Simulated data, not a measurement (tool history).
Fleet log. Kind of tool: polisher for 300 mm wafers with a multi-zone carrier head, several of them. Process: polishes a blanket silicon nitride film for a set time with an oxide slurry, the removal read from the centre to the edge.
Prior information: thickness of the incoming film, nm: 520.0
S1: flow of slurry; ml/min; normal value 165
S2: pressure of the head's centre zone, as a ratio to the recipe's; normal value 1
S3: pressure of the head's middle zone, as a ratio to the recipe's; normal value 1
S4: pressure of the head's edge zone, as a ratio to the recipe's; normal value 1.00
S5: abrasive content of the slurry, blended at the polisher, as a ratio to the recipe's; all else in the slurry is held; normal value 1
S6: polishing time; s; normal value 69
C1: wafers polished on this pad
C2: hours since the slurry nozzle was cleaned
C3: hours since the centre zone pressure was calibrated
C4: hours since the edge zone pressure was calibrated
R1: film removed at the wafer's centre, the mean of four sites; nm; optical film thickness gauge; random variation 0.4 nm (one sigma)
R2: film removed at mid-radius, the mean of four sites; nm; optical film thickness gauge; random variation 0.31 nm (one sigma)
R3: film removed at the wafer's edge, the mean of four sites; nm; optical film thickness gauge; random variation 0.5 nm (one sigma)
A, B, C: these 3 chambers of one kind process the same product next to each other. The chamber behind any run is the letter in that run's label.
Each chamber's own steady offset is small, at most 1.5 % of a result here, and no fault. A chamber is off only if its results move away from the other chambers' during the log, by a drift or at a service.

{"run": "1A", "hour": 9.6, "S1": 165, "S2": 1, "S3": 1, "S4": 1.0, "S5": 1, "S6": 69, "C1": 480, "C2": 326.3, "C3": 207.4, "C4": 1049.5, "R1": 45.697, "R2": 45.575, "R3": 45.707}
{"hour": 13.6, "done": "chamber C: slurry nozzle cleaned"}
{"hour": 13.8, "done": "chamber C: worn pad replaced by a new one"}
{"run": "2B", "hour": 17.8, "S1": 165, "S2": 1, "S3": 1, "S4": 1.0, "S5": 1, "S6": 69, "C1": 487, "C2": 291.2, "C3": 63.1, "C4": 35.2, "R1": 46.392, "R2": 45.948, "R3": 44.729}
{"run": "3C", "hour": 29.1, "S1": 165, "S2": 1, "S3": 1, "S4": 1.0, "S5": 1, "S6": 69, "C1": 160, "C2": 15.6, "C3": 124.0, "C4": 304.7, "R1": 45.871, "R2": 46.162, "R3": 45.163}
{"run": "4B", "hour": 35.0, "S1": 165, "S2": 1, "S3": 1, "S4": 1.0, "S5": 1, "S6": 69, "C1": 667, "C2": 308.4, "C3": 80.3, "C4": 52.4, "R1": 45.717, "R2": 45.823, "R3": 45.73}
{"run": "5A", "hour": 45.3, "S1": 165, "S2": 1, "S3": 1, "S4": 1.0, "S5": 1, "S6": 69, "C1": 853, "C2": 362.0, "C3": 243.1, "C4": 1085.2, "R1": 44.473, "R2": 46.013, "R3": 45.391}
{"run": "6C", "hour": 58.4, "S1": 165, "S2": 1, "S3": 1, "S4": 1.0, "S5": 1, "S6": 69, "C1": 467, "C2": 44.9, "C3": 153.3, "C4": 334.0, "R1": 46.141, "R2": 45.322, "R3": 45.526}
{"run": "7C", "hour": 64.7, "S1": 165, "S2": 1, "S3": 1, "S4": 1.0, "S5": 1, "S6": 69, "C1": 533, "C2": 51.2, "C3": 159.6, "C4": 340.3, "R1": 45.945, "R2": 46.214, "R3": 45.275}
{"hour": 69.8, "done": "chamber A: worn pad replaced by a new one"}
{"hour": 75.8, "done": "chamber C: worn pad replaced by a new one"}
{"run": "8A", "hour": 77.3, "S1": 165, "S2": 1, "S3": 1, "S4": 1.0, "S5": 1, "S6": 69, "C1": 78, "C2": 394.0, "C3": 275.1, "C4": 1117.2, "R1": 45.228, "R2": 45.41, "R3": 46.243}
{"run": "9B", "hour": 84.1, "S1": 165, "S2": 1, "S3": 1, "S4": 1.0, "S5": 1, "S6": 69, "C1": 1181, "C2": 357.5, "C3": 129.4, "C4": 101.5, "R1": 44.805, "R2": 44.938, "R3": 43.607}
{"run": "10B", "hour": 95.4, "S1": 165, "S2": 1, "S3": 1, "S4": 1.0, "S5": 1, "S6": 69, "C1": 1300, "C2": 368.8, "C3": 140.7, "C4": 112.8, "R1": 45.971, "R2": 44.795, "R3": 43.9}
{"run": "11C", "hour": 108.6, "S1": 165, "S2": 1, "S3": 1, "S4": 1.0, "S5": 1, "S6": 69, "C1": 343, "C2": 95.1, "C3": 203.5, "C4": 384.2, "R1": 45.746, "R2": 45.181, "R3": 45.216}
{"run": "12A", "hour": 120.4, "S1": 165, "S2": 1, "S3": 1, "S4": 1.0, "S5": 1, "S6": 69, "C1": 530, "C2": 437.1, "C3": 318.2, "C4": 1160.3, "R1": 44.986, "R2": 45.372, "R3": 45.327}
{"run": "13B", "hour": 131.0, "S1": 215, "S2": 1, "S3": 1, "S4": 1.06, "S5": 1, "S6": 69, "C1": 1672, "C2": 404.4, "C3": 176.3, "C4": 148.4, "R1": 46.746, "R2": 46.294, "R3": 46.346}
{"hour": 139.2, "done": "chamber C: worn pad replaced by a new one"}
{"run": "14C", "hour": 141.2, "S1": 215, "S2": 1, "S3": 1, "S4": 1.06, "S5": 1, "S6": 69, "C1": 21, "C2": 127.7, "C3": 236.1, "C4": 416.8, "R1": 48.631, "R2": 47.7, "R3": 47.815}
{"hour": 142.4, "done": "chamber C: edge zone pressure recalibrated"}
{"run": "15A", "hour": 147.8, "S1": 215, "S2": 1, "S3": 1, "S4": 1.06, "S5": 1, "S6": 69, "C1": 816, "C2": 464.5, "C3": 345.6, "C4": 1187.7, "R1": 47.033, "R2": 47.999, "R3": 49.412}
{"run": "16C", "hour": 160.2, "S1": 165, "S2": 1, "S3": 1, "S4": 1.0, "S5": 1, "S6": 69, "C1": 220, "C2": 146.7, "C3": 255.1, "C4": 17.9, "R1": 46.106, "R2": 46.491, "R3": 45.098}
{"run": "17A", "hour": 168.9, "S1": 165, "S2": 1, "S3": 1, "S4": 1.0, "S5": 1, "S6": 69, "C1": 1037, "C2": 485.6, "C3": 366.7, "C4": 1208.8, "R1": 44.711, "R2": 45.966, "R3": 46.149}
{"run": "18B", "hour": 174.7, "S1": 165, "S2": 1, "S3": 1, "S4": 1.0, "S5": 1, "S6": 69, "C1": 2130, "C2": 448.1, "C3": 220.0, "C4": 192.1, "R1": 42.965, "R2": 43.564, "R3": 43.37}
{"run": "19A", "hour": 184.6, "S1": 165, "S2": 1, "S3": 1, "S4": 1.0, "S5": 1, "S6": 69, "C1": 1202, "C2": 501.3, "C3": 382.4, "C4": 1224.5, "R1": 45.518, "R2": 45.672, "R3": 45.059}
{"run": "20B", "hour": 194.7, "S1": 165, "S2": 1, "S3": 1, "S4": 1.0, "S5": 1, "S6": 69, "C1": 2339, "C2": 468.1, "C3": 240.0, "C4": 212.1, "R1": 43.717, "R2": 43.166, "R3": 42.733}

Next, every chamber runs the same settings. What will each give?
{"run": "21A", "hour": 204.2, "S1": 190, "S2": 1, "S3": 1, "S4": 1.0, "S5": 1, "S6": 69, "R1": "?", "R2": "?", "R3": "?"}
{"run": "21B", "hour": 204.2, "S1": 190, "S2": 1, "S3": 1, "S4": 1.0, "S5": 1, "S6": 69, "R1": "?", "R2": "?", "R3": "?"}
{"run": "21C", "hour": 204.2, "S1": 190, "S2": 1, "S3": 1, "S4": 1.0, "S5": 1, "S6": 69, "R1": "?", "R2": "?", "R3": "?"}

run=21A R1=46.811 R2=46.523 R3=44.771
run=21B R1=44.088 R2=44.026 R3=42.974
run=21C R1=47.481 R2=46.862 R3=46.267

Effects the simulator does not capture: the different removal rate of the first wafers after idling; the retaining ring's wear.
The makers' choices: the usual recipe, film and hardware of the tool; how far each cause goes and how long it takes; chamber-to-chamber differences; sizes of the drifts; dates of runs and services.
